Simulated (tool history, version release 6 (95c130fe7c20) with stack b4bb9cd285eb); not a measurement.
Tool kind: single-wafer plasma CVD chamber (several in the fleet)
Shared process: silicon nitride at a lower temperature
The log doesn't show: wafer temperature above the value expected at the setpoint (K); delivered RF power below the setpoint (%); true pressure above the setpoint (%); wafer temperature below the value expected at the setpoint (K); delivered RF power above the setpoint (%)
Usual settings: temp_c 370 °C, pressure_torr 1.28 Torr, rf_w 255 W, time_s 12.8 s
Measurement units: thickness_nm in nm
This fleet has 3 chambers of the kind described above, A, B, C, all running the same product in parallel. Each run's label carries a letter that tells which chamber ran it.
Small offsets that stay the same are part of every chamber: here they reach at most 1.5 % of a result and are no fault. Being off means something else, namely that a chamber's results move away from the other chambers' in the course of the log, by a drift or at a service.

run	hour	temp_c	pressure_torr	rf_w	time_s	hours since the last thermocouple change	hours since the last RF generator calibration	hours since the last manometer calibration	read-back reference wafer on the same gauge, thickness_nm	thickness_nm
1A	8.4	370	1.28	255	12.8	2102.8	1257.9	622.4	14.099	12.693
2B	14.9	370	1.28	255	12.8	665.9	856.5	139.4	14.086	12.504
3C	21.5	370	1.28	255	12.8	928.7	634.8	995.4	14.098	12.608
4B	29.9	370	1.28	255	12.8	680.9	871.5	154.4	14.113	12.554
5A	38.6	370	1.28	255	12.8	2133.0	1288.1	652.6	14.095	12.673
6C	51.1	370	1.28	255	12.8	958.3	664.4	1025.0	14.103	12.580
7C	62.3	370	1.28	255	12.8	969.5	675.6	1036.2	14.111	12.540
8A	71.8	362	1.28	255	12.8	2166.2	1321.3	685.8	14.096	12.720
9B	78.6	362	1.28	255	12.8	729.6	920.2	203.1	14.102	12.521
10B	90.7	362	1.28	255	12.8	741.7	932.3	215.2	14.099	12.604
11C	97.7	370	1.28	255	12.8	1004.9	711.0	1071.6	14.098	12.569
12A	106.5	370	1.28	255	12.8	2200.9	1356.0	720.5	14.097	12.617
13C	119.8	370	1.28	255	11.6	1027.0	733.1	1093.7	14.103	11.377
14A	133.3	370	1.28	255	11.6	2227.7	1382.8	747.3	14.089	11.530
15B	139.9	370	1.28	255	11.6	790.9	981.5	264.4	14.088	11.378
16A	150.8	370	1.28	255	12.8	2245.2	1400.3	764.8	14.097	12.693
17B	163.7	370	1.28	255	12.8	814.7	1005.3	288.2	14.099	12.543
18C	177.0	370	1.28	255	12.8	1084.2	790.3	1150.9	14.099	12.620
19C	184.9	370	1.28	255	12.8	1092.1	798.2	1158.8	14.097	12.585
20A	198.1	370	0.97	255	12.8	2292.5	1447.6	812.1	14.104	11.690

Which is it: a chamber that has drifted or been left off by a service, a gauge drift common to all chambers, or only each chamber's usual small offset? If a chamber is off, name it and its likeliest cause.

All chambers stay in line apart from their small fixed offsets, and the gauge does not drift.
